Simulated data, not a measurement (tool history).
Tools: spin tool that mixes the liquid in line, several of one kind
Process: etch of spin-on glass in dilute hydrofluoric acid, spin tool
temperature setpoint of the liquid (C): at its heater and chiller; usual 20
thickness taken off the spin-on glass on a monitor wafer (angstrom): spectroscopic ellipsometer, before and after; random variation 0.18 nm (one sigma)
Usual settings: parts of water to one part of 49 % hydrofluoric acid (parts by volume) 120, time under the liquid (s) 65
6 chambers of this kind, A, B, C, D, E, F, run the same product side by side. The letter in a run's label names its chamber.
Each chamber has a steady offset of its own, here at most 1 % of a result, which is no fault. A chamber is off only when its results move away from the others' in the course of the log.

| run | hour | temperature setpoint of the liquid (C) | parts of water to one part of 49 % hydrofluoric acid (parts by volume) | time under the liquid (s) | read-back film thickness of the spin-on glass reference wafer, read on the same gauge (nm) | thickness taken off the spin-on glass on a monitor wafer (angstrom) |
|---|---|---|---|---|---|---|
| 1A | 6.6 | 20 | 120 | 65 | 39.984 | 180.95 |
| 2F | 11.9 | 20 | 120 | 65 | 40.041 | 182.14 |
| 3B | 19.5 | 20 | 120 | 65 | 39.994 | 181.64 |
| 4C | 28.1 | 20 | 120 | 65 | 40.001 | 179.71 |
| 5D | 36.2 | 18 | 120 | 65 | 40.011 | 167.36 |
| 6E | 44.9 | 18 | 120 | 65 | 39.992 | 172.04 |
| 7C | 53.2 | 18 | 120 | 65 | 40.008 | 166.32 |
| 8F | 59.9 | 18 | 120 | 65 | 40.010 | 170.94 |
| 9E | 69.7 | 18 | 120 | 65 | 39.981 | 168.49 |
| 10D | 74.9 | 18 | 120 | 65 | 39.997 | 173.72 |
| 11A | 79.9 | 20 | 120 | 65 | 40.021 | 179.95 |
| 12B | 87.1 | 20 | 120 | 65 | 40.010 | 183.79 |
|  | 87.2 | chamber A: thermometer replaced |
| 13D | 97.4 | 20 | 120 | 65 | 40.019 | 183.05 |
| 14F | 103.5 | 20 | 120 | 65 | 40.031 | 182.57 |
| 15B | 108.6 | 20 | 120 | 65 | 40.014 | 182.94 |
| 16E | 116.2 | 20 | 120 | 65 | 40.035 | 188.15 |
| 17C | 125.3 | 20 | 120 | 65 | 40.031 | 178.52 |
| 18A | 133.8 | 20 | 120 | 65 | 40.047 | 182.79 |
| 19F | 143.9 | 20 | 120 | 65 | 40.015 | 184.84 |
| 20E | 148.8 | 20 | 120 | 65 | 39.975 | 184.36 |
| 21B | 154.3 | 20 | 120 | 65 | 39.977 | 179.98 |
| 22C | 162.8 | 20 | 175 | 100 | 40.028 | 178.84 |
| 23D | 168.1 | 20 | 175 | 100 | 40.004 | 183.32 |
| 24A | 178.8 | 20 | 175 | 100 | 39.983 | 184.09 |
| 25E | 188.1 | 20 | 175 | 100 | 40.011 | 185.12 |
| 26B | 194.3 | 20 | 175 | 100 | 39.992 | 178.35 |
| 27D | 199.5 | 20 | 175 | 100 | 39.995 | 185.80 |
| 28C | 208.3 | 20 | 120 | 65 | 39.980 | 185.62 |
| 29F | 217.0 | 20 | 120 | 65 | 40.017 | 181.39 |
| 30A | 224.4 | 20 | 120 | 65 | 39.984 | 182.06 |
| 31E | 232.0 | 20 | 120 | 65 | 40.005 | 183.68 |
| 32B | 241.8 | 18 | 120 | 65 | 40.011 | 157.76 |
| 33D | 250.7 | 18 | 120 | 65 | 40.023 | 173.50 |
| 34C | 259.5 | 18 | 120 | 65 | 39.972 | 168.29 |
| 35F | 265.7 | 18 | 120 | 65 | 39.988 | 169.67 |
| 36A | 276.6 | 18 | 120 | 65 | 40.023 | 164.56 |
| 37C | 284.3 | 18 | 120 | 65 | 40.038 | 167.06 |
| 38D | 289.3 | 20 | 120 | 65 | 39.992 | 181.78 |
| 39F | 296.0 | 20 | 120 | 65 | 39.994 | 183.12 |
| 40E | 306.8 | 20 | 100 | 35 | 39.994 | 122.21 |
| 41B | 315.0 | 20 | 100 | 35 | 39.980 | 112.15 |

Next, every chamber runs the same settings. What will each give?
| 42A | 323.0 | 20 | 120 | 65 |  | ? |
| 42B | 323.0 | 20 | 120 | 65 |  | ? |
| 42C | 323.0 | 20 | 120 | 65 |  | ? |
| 42D | 323.0 | 20 | 120 | 65 |  | ? |
| 42E | 323.0 | 20 | 120 | 65 |  | ? |
| 42F | 323.0 | 20 | 120 | 65 |  | ? |

| run | thickness taken off the spin-on glass on a monitor wafer (angstrom) |
|---|---|
| 42A | 179.64 |
| 42B | 166.36 |
| 42C | 178.34 |
| 42D | 188.17 |
| 42E | 184.20 |
| 42F | 182.82 |
